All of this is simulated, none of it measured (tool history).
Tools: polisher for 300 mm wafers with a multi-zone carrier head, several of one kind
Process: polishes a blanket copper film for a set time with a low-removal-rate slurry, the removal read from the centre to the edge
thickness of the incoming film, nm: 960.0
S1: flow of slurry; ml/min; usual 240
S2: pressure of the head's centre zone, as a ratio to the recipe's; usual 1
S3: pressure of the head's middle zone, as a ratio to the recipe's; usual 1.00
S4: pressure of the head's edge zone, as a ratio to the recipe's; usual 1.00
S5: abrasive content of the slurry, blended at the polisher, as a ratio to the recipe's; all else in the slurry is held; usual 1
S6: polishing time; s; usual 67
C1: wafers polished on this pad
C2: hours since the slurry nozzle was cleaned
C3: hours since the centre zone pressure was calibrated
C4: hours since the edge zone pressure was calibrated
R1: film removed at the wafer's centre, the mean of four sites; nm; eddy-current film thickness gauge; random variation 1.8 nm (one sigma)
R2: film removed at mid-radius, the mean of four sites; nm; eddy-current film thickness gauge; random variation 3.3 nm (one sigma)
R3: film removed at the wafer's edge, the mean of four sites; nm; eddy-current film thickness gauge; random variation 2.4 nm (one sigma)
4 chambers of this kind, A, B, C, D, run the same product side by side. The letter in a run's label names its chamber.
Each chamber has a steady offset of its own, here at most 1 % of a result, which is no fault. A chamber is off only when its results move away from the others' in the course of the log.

run	hour	S1	S2	S3	S4	S5	S6	C1	C2	C3	C4	R1	R2	R3
1C	15.5	240	1	1.00	1.00	1	67	145	106.7	476.5	205.7	292.72	288.77	295.35
2B	24.7	240	1	1.00	1.00	1	67	439	149.7	688.8	432.9	291.29	285.41	292.22
3A	36.5	240	1	1.00	1.00	1	67	829	160.3	522.0	243.8	292.25	291.80	286.26
# hour 40.5: chamber A: worn pad replaced by a new one
# hour 41.4: chamber D: worn pad replaced by a new one
4D	49.6	240	1	1.00	1.00	1	67	60	257.6	638.8	138.6	289.24	293.61	296.41
5A	65.1	240	1	1.00	1.00	1	67	181	188.9	550.6	272.4	291.49	290.87	289.82
# hour 77.8: chamber C: worn pad replaced by a new one
6B	77.8	240	1	1.00	1.00	1	67	831	202.8	741.9	486.0	290.53	286.71	287.99
7D	91.2	240	1	1.06	0.94	1	67	367	299.2	680.4	180.2	290.59	310.16	284.78
8C	102.6	240	1	1.06	0.94	1	67	183	193.8	563.6	292.8	292.27	303.17	281.38
9C	110.4	240	1	1.06	0.94	1	67	240	201.6	571.4	300.6	289.55	304.89	280.59
10D	122.8	240	1	1.06	0.94	1	67	600	330.8	712.0	211.8	292.17	307.05	281.79
# hour 125.5: chamber B: worn pad replaced by a new one
11A	134.0	240	1	1.00	1.00	1	67	689	257.8	619.5	341.3	291.36	284.33	288.55
# hour 147.5: chamber A: worn pad replaced by a new one
12B	148.0	240	1	1.00	1.00	1	67	166	273.0	812.1	556.2	291.57	290.95	292.28
# hour 149.5: chamber A: centre zone pressure recalibrated
13C	163.5	240	1	1.00	1.00	1	67	632	254.7	624.5	353.7	291.09	286.75	291.34
# hour 166.4: chamber D: worn pad replaced by a new one
# hour 173.9: chamber C: worn pad replaced by a new one
# hour 176.0: chamber A: slurry nozzle cleaned
14D	176.4	240	1	1.00	1.00	1	80	73	384.4	765.6	265.4	349.21	341.25	347.55
15B	185.4	240	1	1.00	1.00	1	80	442	310.4	849.5	593.6	351.79	345.28	344.44
16A	193.3	240	1	1.00	1.00	1	80	338	17.3	43.9	400.6	342.15	341.45	350.21
17A	206.0	240	1	1.00	1.00	1	80	431	30.0	56.6	413.3	344.19	349.31	341.52
# hour 211.5: chamber B: slurry nozzle cleaned
18D	218.7	240	1	1.00	1.00	1	67	385	426.7	807.9	307.7	293.77	287.23	290.96
19C	227.2	240	1	1.00	1.00	1	67	393	318.4	688.2	417.4	291.27	284.12	294.69
# hour 227.4: chamber C: edge zone pressure recalibrated
20B	242.3	240	1	1.00	1.00	1	67	861	30.9	906.4	650.5	290.08	289.53	289.68
21C	253.1	240	1	1.00	1.00	1	67	584	344.3	714.1	25.7	289.24	291.63	286.55
22B	267.4	240	1	1.00	1.00	1	67	1046	56.0	931.5	675.6	290.93	291.10	289.02
# hour 275.6: chamber C: worn pad replaced by a new one
# hour 277.2: chamber A: worn pad replaced by a new one
23D	281.5	240	1	1.00	1.00	1	67	848	489.5	870.7	370.5	294.23	287.08	287.84
# hour 285.8: chamber B: worn pad replaced by a new one
# hour 288.3: chamber D: edge zone pressure recalibrated
# hour 292.4: chamber D: worn pad replaced by a new one
24A	296.4	240	1	1.00	1.00	1	67	141	120.4	147.0	503.7	292.82	289.22	286.61
# hour 297.8: chamber D: slurry nozzle cleaned
# hour 300.5: chamber B: edge zone pressure recalibrated
25B	305.2	240	1	0.95	1.00	1	67	143	93.8	969.3	4.8	291.72	280.58	287.42
26C	315.0	240	1	0.95	1.00	1	67	291	406.2	776.0	87.6	289.70	279.35	293.21
27A	324.0	240	1	0.95	1.00	1	67	345	148.0	174.6	531.3	289.73	277.13	283.16
28D	339.0	240	1	0.95	1.00	1	67	343	41.2	928.2	50.8	295.19	279.09	294.33
29D	351.7	240	1	0.96	1.00	1	67	437	53.9	940.9	63.5	297.91	276.88	289.12
# hour 352.2: chamber C: slurry nozzle cleaned
# hour 361.4: chamber C: worn pad replaced by a new one
30B	363.8	240	1	0.96	1.00	1	67	575	152.4	1027.9	63.4	289.93	271.64	293.23
31A	378.6	240	1	0.96	1.00	1	67	747	202.6	229.2	585.9	288.88	276.98	284.98
32C	387.9	240	1	0.96	1.00	1	67	195	35.7	848.9	160.5	289.90	280.21	291.48
33B	400.7	240	1	1.00	1.00	1	67	847	189.3	1064.8	100.3	289.03	294.34	289.67
# hour 411.1: chamber A: worn pad replaced by a new one
34C	412.3	240	1	1.00	1.00	1	67	375	60.1	873.3	184.9	291.00	286.07	290.10
35D	422.6	240	1	1.00	1.00	1	67	960	124.8	1011.8	134.4	296.84	300.28	289.83
36A	431.8	240	1	1.11	1.00	1	67	153	255.8	282.4	639.1	290.37	318.12	288.74
# hour 433.9: chamber D: worn pad replaced by a new one
# hour 440.4: chamber B: worn pad replaced by a new one
37D	446.6	240	1	1.11	1.00	1	67	94	148.8	1035.8	158.4	301.60	325.98	286.29
# hour 448.0: chamber C: worn pad replaced by a new one
38B	455.5	240	1	1.11	1.00	1	67	111	244.1	1119.6	155.1	291.53	324.80	289.74
39C	470.1	240	1	1.11	1.00	1	67	163	117.9	931.1	242.7	292.13	322.44	291.59

All 4 chambers run these settings next. Forecast each chamber's results:
40A	481.4	240	1	1.00	1.00	1	67					?	?	?
40B	481.4	240	1	1.00	1.00	1	67					?	?	?
40C	481.4	240	1	1.00	1.00	1	67					?	?	?
40D	481.4	240	1	1.00	1.00	1	67					?	?	?

run	R1	R2	R3
40A	285.29	291.74	288.53
40B	291.36	284.08	289.25
40C	290.14	285.97	290.98
40D	305.13	288.60	292.21
